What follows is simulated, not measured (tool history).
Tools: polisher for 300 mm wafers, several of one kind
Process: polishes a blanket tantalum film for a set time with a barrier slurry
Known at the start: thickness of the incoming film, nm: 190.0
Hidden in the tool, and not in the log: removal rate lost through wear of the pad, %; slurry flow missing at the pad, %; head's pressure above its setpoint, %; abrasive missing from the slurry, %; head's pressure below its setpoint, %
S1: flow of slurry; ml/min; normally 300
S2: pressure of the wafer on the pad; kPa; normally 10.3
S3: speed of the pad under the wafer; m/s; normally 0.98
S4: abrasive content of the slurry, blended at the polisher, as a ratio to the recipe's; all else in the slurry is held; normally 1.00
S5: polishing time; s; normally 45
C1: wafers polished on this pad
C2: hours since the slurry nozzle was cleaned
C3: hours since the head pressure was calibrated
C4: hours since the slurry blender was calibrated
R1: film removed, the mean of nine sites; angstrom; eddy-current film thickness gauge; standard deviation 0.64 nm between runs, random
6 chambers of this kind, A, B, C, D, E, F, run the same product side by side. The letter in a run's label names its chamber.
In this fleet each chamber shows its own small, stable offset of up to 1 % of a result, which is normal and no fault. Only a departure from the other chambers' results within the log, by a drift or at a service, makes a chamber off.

run	hour	S1	S2	S3	S4	S5	C1	C2	C3	C4	R1
# hour 2.6: chamber E: worn pad replaced by a new one
# hour 2.9: chamber B: worn pad replaced by a new one
# hour 8.6: chamber E: slurry blender recalibrated
1A	9.9	300	10.3	0.98	1.00	45	810	231.4	654.5	79.4	462.50
# hour 12.4: chamber D: slurry nozzle cleaned
2F	20.3	300	10.3	0.98	1.00	45	601	192.6	571.7	365.0	472.43
# hour 24.8: chamber F: worn pad replaced by a new one
# hour 25.7: chamber F: slurry blender recalibrated
3E	30.6	300	10.3	0.98	1.00	45	317	769.6	299.8	22.0	462.86
# hour 33.6: chamber B: slurry blender recalibrated
4D	36.4	300	10.3	0.98	1.00	45	540	24.1	487.9	293.0	470.84
5C	47.7	225	10.3	0.98	0.85	45	682	401.4	969.2	108.4	440.38
6B	53.7	225	10.3	0.98	0.85	45	577	234.5	1057.7	20.2	433.13
# hour 59.9: chamber C: worn pad replaced by a new one
7F	62.0	225	10.3	0.98	0.85	45	422	234.3	613.4	36.3	429.31
# hour 63.1: chamber A: worn pad replaced by a new one
# hour 66.2: chamber D: worn pad replaced by a new one
8B	70.0	225	10.3	0.98	0.85	45	762	250.8	1074.0	36.5	432.58
# hour 72.4: chamber D: slurry blender recalibrated
# hour 73.9: chamber E: worn pad replaced by a new one
9A	76.5	225	10.3	0.98	0.85	45	152	298.0	721.1	146.0	434.73
# hour 80.3: chamber A: head pressure recalibrated
10E	85.5	225	10.3	0.98	0.85	45	132	824.5	354.7	76.9	432.37
# hour 88.1: chamber B: worn pad replaced by a new one
# hour 89.9: chamber F: worn pad replaced by a new one
11C	97.5	300	10.3	0.98	1.00	45	426	451.2	1019.0	158.2	475.52
# hour 102.5: chamber E: slurry nozzle cleaned
# hour 103.6: chamber C: slurry nozzle cleaned
12D	103.7	300	10.3	0.98	1.00	45	425	91.4	555.2	31.3	470.35
# hour 111.4: chamber A: slurry blender recalibrated
# hour 113.7: chamber B: slurry nozzle cleaned
13F	113.7	300	10.3	0.98	1.00	45	270	286.0	665.1	88.0	469.50
# hour 120.3: chamber B: head pressure recalibrated
14E	120.9	300	10.3	0.98	1.00	45	533	18.5	390.1	112.3	467.67
15C	130.0	300	10.3	0.98	1.00	45	795	26.4	1051.5	190.7	480.37
# hour 131.5: chamber C: worn pad replaced by a new one
16B	137.3	300	10.3	0.98	1.00	45	558	23.7	17.1	103.8	477.60
# hour 139.4: chamber D: worn pad replaced by a new one
# hour 140.4: chamber E: worn pad replaced by a new one
17D	148.7	300	10.3	0.98	1.00	45	106	136.4	600.2	76.3	468.61
18A	156.5	300	10.3	0.98	1.00	45	1060	378.0	76.2	45.1	465.25
# hour 157.1: chamber B: worn pad replaced by a new one
# hour 164.5: chamber F: worn pad replaced by a new one
19A	164.9	300	10.3	0.98	1.00	45	1155	386.4	84.6	53.5	468.04
20F	175.8	300	10.3	0.98	1.00	45	128	348.1	727.2	150.1	467.26
# hour 181.9: chamber A: worn pad replaced by a new one
21B	184.1	300	10.3	0.98	1.00	45	306	70.5	63.9	150.6	468.14
22C	192.2	300	10.3	0.98	1.00	45	688	88.6	1113.7	252.9	477.96
# hour 196.0: chamber C: head pressure recalibrated
# hour 197.0: chamber C: worn pad replaced by a new one
# hour 200.1: chamber D: worn pad replaced by a new one
23E	201.0	300	10.3	0.98	1.00	45	688	98.6	470.2	192.4	463.13
# hour 208.0: chamber E: worn pad replaced by a new one
24D	211.6	300	10.3	0.98	1.00	45	130	199.3	663.1	139.2	475.22
25C	217.1	300	10.3	0.98	1.00	45	228	113.5	21.2	277.8	412.85
26E	227.4	300	10.3	0.98	1.00	45	220	125.0	496.6	218.8	459.48
27B	232.9	300	10.3	0.98	1.00	45	859	119.3	112.7	199.4	466.61
# hour 236.4: chamber F: worn pad replaced by a new one
# hour 237.7: chamber B: worn pad replaced by a new one
# hour 242.2: chamber F: head pressure recalibrated
28F	244.3	300	10.3	0.98	1.00	45	90	416.6	2.2	218.6	467.18
# hour 247.5: chamber D: slurry nozzle cleaned
29D	253.3	300	10.3	0.98	1.00	45	603	5.9	704.8	180.9	477.01
# hour 260.6: chamber D: worn pad replaced by a new one
30A	262.4	300	10.3	0.98	1.00	45	913	483.9	182.1	151.0	469.61
# hour 267.3: chamber E: head pressure recalibrated
# hour 270.8: chamber C: worn pad replaced by a new one
31B	272.7	300	10.3	0.98	1.00	45	397	159.1	152.5	239.2	466.71
# hour 275.7: chamber E: worn pad replaced by a new one
32A	282.6	220	7.6	0.98	1.00	45	1142	504.1	202.3	171.2	329.91
# hour 287.0: chamber E: slurry blender recalibrated
33D	287.9	220	7.6	0.98	1.00	45	310	40.5	739.4	215.5	333.44
34C	293.1	220	7.6	0.98	1.00	45	253	189.5	97.2	353.8	296.56
35F	298.4	220	7.6	0.98	1.00	45	704	470.7	56.3	272.7	336.15
36E	306.8	220	7.6	0.98	1.00	45	353	204.4	39.6	19.9	326.50
# hour 309.8: chamber F: worn pad replaced by a new one
# hour 316.5: chamber B: worn pad replaced by a new one
37F	317.9	220	7.6	0.98	1.00	45	92	490.2	75.8	292.2	333.65
38B	327.2	300	10.3	0.98	1.00	45	121	213.6	207.0	293.7	471.37
39E	332.7	300	10.3	0.98	1.00	45	647	230.3	65.5	45.8	466.54
# hour 338.0: chamber D: worn pad replaced by a new one
40D	338.3	300	10.3	0.98	1.00	45	3	90.9	789.8	265.9	473.97

Has any chamber moved away from the others, gradually or after a service, or does the common gauge drift, or do the chambers differ only by their own small steady offsets? State the chamber and the most likely cause if one applies.

A service left chamber C off against the others.
Most likely cause: head's pressure below its setpoint, % = 11.5.

Here are 4 candidates for chamber C's next run, each the usual settings with a change, their results left as question marks. Which one brings its results back in line with what the others give on the usual settings?
In-line tolerance around the mean of the other chambers on the usual settings: R1 22.00 angstrom
41C-1	346.9	300	9.7	0.92	1.00	42					?
41C-2	346.9	300	11.0	1.04	1.00	45					?
41C-3	346.9	300	10.3	1.08	1.00	50					?
41C-4	346.9	300	10.3	0.92	1.00	42					?

What the other chambers average on the usual settings: R1 468.26 angstrom
run	R1
41C-1	338.19
41C-2	468.19
41C-3	506.39
41C-4	362.39
With 41C-2, the chamber falls back in line with the rest.

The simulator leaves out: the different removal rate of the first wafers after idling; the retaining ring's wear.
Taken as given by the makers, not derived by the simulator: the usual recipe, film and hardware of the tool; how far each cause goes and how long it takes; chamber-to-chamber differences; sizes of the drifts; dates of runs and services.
